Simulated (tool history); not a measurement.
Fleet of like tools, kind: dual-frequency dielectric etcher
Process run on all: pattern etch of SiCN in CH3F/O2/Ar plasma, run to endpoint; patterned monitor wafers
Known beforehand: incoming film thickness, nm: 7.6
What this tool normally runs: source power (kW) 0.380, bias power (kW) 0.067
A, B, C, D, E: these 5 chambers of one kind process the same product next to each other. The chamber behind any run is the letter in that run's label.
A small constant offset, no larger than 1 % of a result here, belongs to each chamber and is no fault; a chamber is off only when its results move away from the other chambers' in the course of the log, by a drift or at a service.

| run | hour | source power (kW) | bias power (kW) | hours since the last wet clean | hours since the last source power generator calibration | hours since the last bias power generator calibration | endpoint time (s) |
|---|---|---|---|---|---|---|---|
| 1E | 3.7 | 0.380 | 0.067 | 170.5 | 87.4 | 946.9 | 21.090 |
| 2A | 7.5 | 0.380 | 0.067 | 307.9 | 1203.1 | 645.9 | 21.235 |
| 3B | 11.2 | 0.380 | 0.067 | 340.5 | 474.8 | 1963.1 | 21.013 |
| 4D | 16.5 | 0.380 | 0.067 | 491.5 | 418.4 | 2265.3 | 21.130 |
| 5C | 19.7 | 0.380 | 0.067 | 249.8 | 20.1 | 1175.5 | 20.977 |
| 6B | 22.9 | 0.380 | 0.067 | 352.2 | 486.5 | 1974.8 | 21.069 |
| 7C | 25.6 | 0.380 | 0.067 | 255.7 | 26.0 | 1181.4 | 21.059 |
| 8E | 28.7 | 0.380 | 0.067 | 195.5 | 112.4 | 971.9 | 21.164 |
| 9D | 32.0 | 0.380 | 0.067 | 507.0 | 433.9 | 2280.8 | 20.904 |
| 10A | 37.1 | 0.380 | 0.067 | 337.5 | 1232.7 | 675.5 | 21.309 |
| 11D | 42.1 | 0.380 | 0.067 | 517.1 | 444.0 | 2290.9 | 21.041 |
| 12C | 47.6 | 0.380 | 0.067 | 277.7 | 48.0 | 1203.4 | 21.054 |
| 13A | 51.7 | 0.380 | 0.067 | 352.1 | 1247.3 | 690.1 | 21.198 |
| 14B | 55.0 | 0.380 | 0.067 | 384.3 | 518.6 | 2006.9 | 21.285 |
| 15E | 58.4 | 0.380 | 0.067 | 225.2 | 142.1 | 1001.6 | 21.232 |
| 16C | 61.7 | 0.380 | 0.067 | 291.8 | 62.1 | 1217.5 | 21.052 |
| 17B | 66.5 | 0.380 | 0.067 | 395.8 | 530.1 | 2018.4 | 21.342 |
| 18E | 71.2 | 0.380 | 0.067 | 238.0 | 154.9 | 1014.4 | 21.255 |
| 19A | 73.7 | 0.380 | 0.067 | 374.1 | 1269.3 | 712.1 | 21.303 |
| 20D | 76.7 | 0.380 | 0.067 | 551.7 | 478.6 | 2325.5 | 21.093 |
| 21E | 82.2 | 0.300 | 0.080 | 249.0 | 165.9 | 1025.4 | 21.757 |
| 22A | 84.9 | 0.300 | 0.080 | 385.3 | 1280.5 | 723.3 | 21.697 |
| 23B | 90.2 | 0.300 | 0.080 | 419.5 | 553.8 | 2042.1 | 21.910 |
| 24D | 95.4 | 0.300 | 0.080 | 570.4 | 497.3 | 2344.2 | 21.608 |
| 25C | 99.5 | 0.300 | 0.080 | 329.6 | 99.9 | 1255.3 | 21.638 |
| 26B | 103.1 | 0.380 | 0.067 | 432.4 | 566.7 | 2055.0 | 21.310 |
| 27E | 108.1 | 0.380 | 0.067 | 274.9 | 191.8 | 1051.3 | 21.194 |
| 28C | 110.9 | 0.380 | 0.067 | 341.0 | 111.3 | 1266.7 | 21.079 |
| 29D | 115.6 | 0.380 | 0.067 | 590.6 | 517.5 | 2364.4 | 21.173 |
| 30A | 119.8 | 0.380 | 0.067 | 420.2 | 1315.4 | 758.2 | 21.275 |
| 31A | 124.3 | 0.380 | 0.067 | 424.7 | 1319.9 | 762.7 | 21.260 |
| 32E | 128.2 | 0.440 | 0.067 | 295.0 | 211.9 | 1071.4 | 20.099 |
|  | 129.2 | chamber D: wet clean of the chamber |
| 33B | 132.2 | 0.440 | 0.067 | 461.5 | 595.8 | 2084.1 | 20.301 |
| 34D | 135.2 | 0.440 | 0.067 | 6.1 | 537.1 | 2384.0 | 19.932 |
| 35C | 138.0 | 0.440 | 0.067 | 368.1 | 138.4 | 1293.8 | 19.797 |
| 36D | 142.8 | 0.440 | 0.067 | 13.7 | 544.7 | 2391.6 | 19.964 |
| 37E | 146.0 | 0.380 | 0.067 | 312.8 | 229.7 | 1089.2 | 21.042 |
| 38A | 150.5 | 0.380 | 0.067 | 450.9 | 1346.1 | 788.9 | 21.198 |
| 39B | 155.7 | 0.380 | 0.067 | 485.0 | 619.3 | 2107.6 | 21.429 |
| 40C | 160.6 | 0.380 | 0.067 | 390.7 | 161.0 | 1316.4 | 21.207 |
| 41E | 165.1 | 0.380 | 0.067 | 331.9 | 248.8 | 1108.3 | 20.954 |

Predict what each chamber gives when all 5 of them run the settings below next.
| 42A | 169.2 | 0.380 | 0.067 |  |  |  | ? |
| 42B | 169.2 | 0.380 | 0.067 |  |  |  | ? |
| 42C | 169.2 | 0.380 | 0.067 |  |  |  | ? |
| 42D | 169.2 | 0.380 | 0.067 |  |  |  | ? |
| 42E | 169.2 | 0.380 | 0.067 |  |  |  | ? |

| run | endpoint time (s) |
|---|---|
| 42A | 21.305 |
| 42B | 21.563 |
| 42C | 21.088 |
| 42D | 21.039 |
| 42E | 21.258 |
